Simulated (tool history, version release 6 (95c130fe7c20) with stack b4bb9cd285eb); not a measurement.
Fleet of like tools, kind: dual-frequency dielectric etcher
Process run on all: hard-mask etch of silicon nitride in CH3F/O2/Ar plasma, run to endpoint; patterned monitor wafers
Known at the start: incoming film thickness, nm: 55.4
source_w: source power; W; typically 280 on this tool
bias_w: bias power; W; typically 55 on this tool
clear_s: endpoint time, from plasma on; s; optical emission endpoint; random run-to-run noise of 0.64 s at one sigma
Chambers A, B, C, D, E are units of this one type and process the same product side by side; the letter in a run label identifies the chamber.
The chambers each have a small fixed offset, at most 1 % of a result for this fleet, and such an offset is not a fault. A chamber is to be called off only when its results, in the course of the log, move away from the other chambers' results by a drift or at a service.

run 1B hour=8 | source_w=280 bias_w=55 | clear_s=100.82
run 2D hour=20.3 | source_w=280 bias_w=55 | clear_s=100.47
-- hour=29.7 chamber A: wet clean of the chamber
run 3C hour=35 | source_w=280 bias_w=55 | clear_s=101.29
run 4A hour=42.4 | source_w=280 bias_w=55 | clear_s=101.88
run 5E hour=53.9 | source_w=280 bias_w=55 | clear_s=100.6
run 6E hour=60.8 | source_w=280 bias_w=55 | clear_s=100.06
run 7B hour=71.5 | source_w=280 bias_w=55 | clear_s=101.24
run 8D hour=80.3 | source_w=280 bias_w=55 | clear_s=100.39
run 9C hour=87.5 | source_w=280 bias_w=55 | clear_s=100.39
run 10A hour=100.1 | source_w=280 bias_w=55 | clear_s=100.96
run 11E hour=109 | source_w=280 bias_w=55 | clear_s=99.216
run 12D hour=121 | source_w=280 bias_w=55 | clear_s=100.52
run 13C hour=134.4 | source_w=280 bias_w=55 | clear_s=101.57
run 14B hour=149.6 | source_w=280 bias_w=55 | clear_s=100.12
run 15A hour=159.6 | source_w=280 bias_w=55 | clear_s=100.48
run 16E hour=170.7 | source_w=280 bias_w=55 | clear_s=99.81
run 17C hour=183.7 | source_w=280 bias_w=55 | clear_s=100.84
run 18A hour=195.6 | source_w=280 bias_w=55 | clear_s=101.33
run 19D hour=209.8 | source_w=280 bias_w=55 | clear_s=100.7
run 20B hour=224.1 | source_w=310 bias_w=55 | clear_s=96.981
run 21B hour=230.9 | source_w=310 bias_w=55 | clear_s=97.564
-- hour=237.9 chamber B: wet clean of the chamber
run 22E hour=240.7 | source_w=310 bias_w=55 | clear_s=95.898
run 23C hour=250.7 | source_w=310 bias_w=55 | clear_s=97.069
run 24A hour=264.1 | source_w=310 bias_w=55 | clear_s=96.284
run 25D hour=279.2 | source_w=280 bias_w=55 | clear_s=100.79
run 26B hour=293.5 | source_w=280 bias_w=55 | clear_s=100.81
run 27D hour=303.1 | source_w=280 bias_w=55 | clear_s=99.957
run 28E hour=311.5 | source_w=280 bias_w=55 | clear_s=99.799
run 29C hour=325 | source_w=280 bias_w=55 | clear_s=101.17
run 30A hour=333.8 | source_w=280 bias_w=55 | clear_s=101.07
run 31C hour=345.4 | source_w=280 bias_w=55 | clear_s=101
run 32E hour=359.8 | source_w=280 bias_w=55 | clear_s=98.78
run 33A hour=370.7 | source_w=280 bias_w=55 | clear_s=100.12
run 34B hour=378.9 | source_w=280 bias_w=55 | clear_s=101.65

Is one chamber out of step, is the gauge drifting, or do the chambers differ by no more than their own small offsets? For an off chamber, give its letter and the likeliest cause.

Nothing is wrong: each chamber keeps only its own small, steady offset and the gauge holds still.
